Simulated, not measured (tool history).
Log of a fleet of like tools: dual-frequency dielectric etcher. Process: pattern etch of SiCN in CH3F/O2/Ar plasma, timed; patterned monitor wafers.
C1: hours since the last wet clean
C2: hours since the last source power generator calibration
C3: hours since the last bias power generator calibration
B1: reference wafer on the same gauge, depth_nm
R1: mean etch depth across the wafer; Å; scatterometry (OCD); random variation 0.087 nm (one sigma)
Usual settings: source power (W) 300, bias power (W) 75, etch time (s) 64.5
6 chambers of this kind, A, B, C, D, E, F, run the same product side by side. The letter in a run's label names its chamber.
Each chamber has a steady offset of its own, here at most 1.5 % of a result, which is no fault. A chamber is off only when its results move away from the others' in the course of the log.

Run 1E, hour 6.7: usual settings; C1 569.2; C2 1134.4; C3 1682.3; B1 19.477. Result: R1 219.65 Å.
Run 2A, hour 17.7: usual settings; C1 341.8; C2 1824.6; C3 1972.1; B1 19.506. Result: R1 217.31 Å.
At hour 18.5: chamber D: bias power generator calibrated.
Run 3B, hour 25.5: usual settings; C1 447.8; C2 837.8; C3 2302.2; B1 19.483. Result: R1 220.91 Å.
At hour 27.6: chamber E: wet clean of the chamber.
Run 4F, hour 33.2: usual settings; C1 447.8; C2 2825.4; C3 1706.8; B1 19.520. Result: R1 221.88 Å.
Run 5D, hour 41.1: usual settings; C1 101.9; C2 608.6; C3 22.7; B1 19.490. Result: R1 219.28 Å.
Run 6C, hour 49.8: usual settings; C1 241.8; C2 931.1; C3 367.1; B1 19.501. Result: R1 223.23 Å.
At hour 50.9: chamber F: wet clean of the chamber.
Run 7D, hour 63.3: usual settings; C1 124.1; C2 630.8; C3 44.9; B1 19.500. Result: R1 218.41 Å.
Run 8F, hour 73.6: usual settings; C1 22.8; C2 2865.8; C3 1747.2; B1 19.492. Result: R1 222.02 Å.
Run 9C, hour 83.9: usual settings; C1 275.9; C2 965.2; C3 401.2; B1 19.501. Result: R1 224.40 Å.
Run 10E, hour 94.4: usual settings; C1 66.8; C2 1222.1; C3 1770.0; B1 19.491. Result: R1 219.33 Å.
Run 11B, hour 108.3: usual settings; C1 530.6; C2 920.6; C3 2385.0; B1 19.490. Result: R1 220.22 Å.
Run 12A, hour 121.5: usual settings but bias power (W) 61, etch time (s) 46.0; C1 445.6; C2 1928.4; C3 2075.9; B1 19.483. Result: R1 145.58 Å.
Run 13F, hour 133.8: usual settings but bias power (W) 61, etch time (s) 46.0; C1 83.0; C2 2926.0; C3 1807.4; B1 19.500. Result: R1 145.16 Å.
Run 14C, hour 144.8: usual settings but bias power (W) 61, etch time (s) 46.0; C1 336.8; C2 1026.1; C3 462.1; B1 19.486. Result: R1 148.49 Å.
Run 15A, hour 154.8: usual settings but bias power (W) 61, etch time (s) 46.0; C1 478.9; C2 1961.7; C3 2109.2; B1 19.479. Result: R1 144.24 Å.
Run 16E, hour 162.1: usual settings but bias power (W) 61, etch time (s) 46.0; C1 134.5; C2 1289.8; C3 1837.7; B1 19.496. Result: R1 145.25 Å.
Run 17D, hour 175.1: usual settings but bias power (W) 61, etch time (s) 46.0; C1 235.9; C2 742.6; C3 156.7; B1 19.479. Result: R1 144.76 Å.
Run 18B, hour 185.1: usual settings but source power (W) 240; C1 607.4; C2 997.4; C3 2461.8; B1 19.502. Result: R1 204.13 Å.
Run 19B, hour 198.0: usual settings but source power (W) 240; C1 620.3; C2 1010.3; C3 2474.7; B1 19.489. Result: R1 203.39 Å.
Run 20C, hour 206.9: usual settings but source power (W) 240; C1 398.9; C2 1088.2; C3 524.2; B1 19.516. Result: R1 204.66 Å.
Run 21A, hour 217.9: usual settings but source power (W) 240; C1 542.0; C2 2024.8; C3 2172.3; B1 19.481. Result: R1 202.29 Å.
Run 22F, hour 227.7: usual settings but source power (W) 240; C1 176.9; C2 3019.9; C3 1901.3; B1 19.503. Result: R1 205.03 Å.
At hour 233.8: chamber B: wet clean of the chamber.
Run 23E, hour 241.7: usual settings but source power (W) 240; C1 214.1; C2 1369.4; C3 1917.3; B1 19.495. Result: R1 202.50 Å.
At hour 247.2: chamber F: source power generator calibrated.
Run 24D, hour 249.0: usual settings; C1 309.8; C2 816.5; C3 230.6; B1 19.508. Result: R1 219.34 Å.
Run 25C, hour 258.5: usual settings; C1 450.5; C2 1139.8; C3 575.8; B1 19.497. Result: R1 223.04 Å.
At hour 264.0: chamber A: wet clean of the chamber.
Run 26B, hour 271.2: usual settings; C1 37.5; C2 1083.5; C3 2547.9; B1 19.504. Result: R1 227.17 Å.
Run 27D, hour 285.1: usual settings; C1 345.9; C2 852.6; C3 266.7; B1 19.495. Result: R1 220.57 Å.
Run 28E, hour 292.3: usual settings; C1 264.7; C2 1420.0; C3 1967.9; B1 19.502. Result: R1 219.89 Å.
Run 29F, hour 300.7: usual settings; C1 249.9; C2 53.6; C3 1974.3; B1 19.482. Result: R1 221.02 Å.
At hour 306.4: chamber B: bias power generator calibrated.
Run 30A, hour 309.1: usual settings; C1 45.1; C2 2116.0; C3 2263.5; B1 19.491. Result: R1 218.84 Å.
Run 31C, hour 322.4: usual settings; C1 514.4; C2 1203.7; C3 639.7; B1 19.513. Result: R1 224.30 Å.
Run 32F, hour 333.5: usual settings; C1 282.7; C2 86.4; C3 2007.1; B1 19.507. Result: R1 220.89 Å.
At hour 334.0: chamber D: wet clean of the chamber.
Run 33A, hour 342.2: usual settings; C1 78.2; C2 2149.1; C3 2296.6; B1 19.502. Result: R1 218.57 Å.
Run 34E, hour 352.2: usual settings; C1 324.6; C2 1479.9; C3 2027.8; B1 19.534. Result: R1 220.51 Å.
Run 35D, hour 360.2: usual settings but etch time (s) 73.5; C1 26.2; C2 927.7; C3 341.8; B1 19.488. Result: R1 249.16 Å.
Run 36B, hour 371.9: usual settings but etch time (s) 73.5; C1 138.2; C2 1184.2; C3 65.6; B1 19.504. Result: R1 261.71 Å.
Run 37A, hour 382.8: usual settings but etch time (s) 73.5; C1 118.8; C2 2189.7; C3 2337.2; B1 19.503. Result: R1 249.98 Å.
Run 38D, hour 396.3: usual settings but etch time (s) 73.5; C1 62.3; C2 963.8; C3 377.9; B1 19.480. Result: R1 250.83 Å.

All 6 chambers run these settings next. Forecast each chamber's results:
Run 39A, hour 406.6: usual settings but source power (W) 250. Result: R1 ?.
Run 39B, hour 406.6: usual settings but source power (W) 250. Result: R1 ?.
Run 39C, hour 406.6: usual settings but source power (W) 250. Result: R1 ?.
Run 39D, hour 406.6: usual settings but source power (W) 250. Result: R1 ?.
Run 39E, hour 406.6: usual settings but source power (W) 250. Result: R1 ?.
Run 39F, hour 406.6: usual settings but source power (W) 250. Result: R1 ?.

run      R1
39A  204.37
39B  211.67
39C  208.10
39D  203.56
39E  207.22
39F  205.16
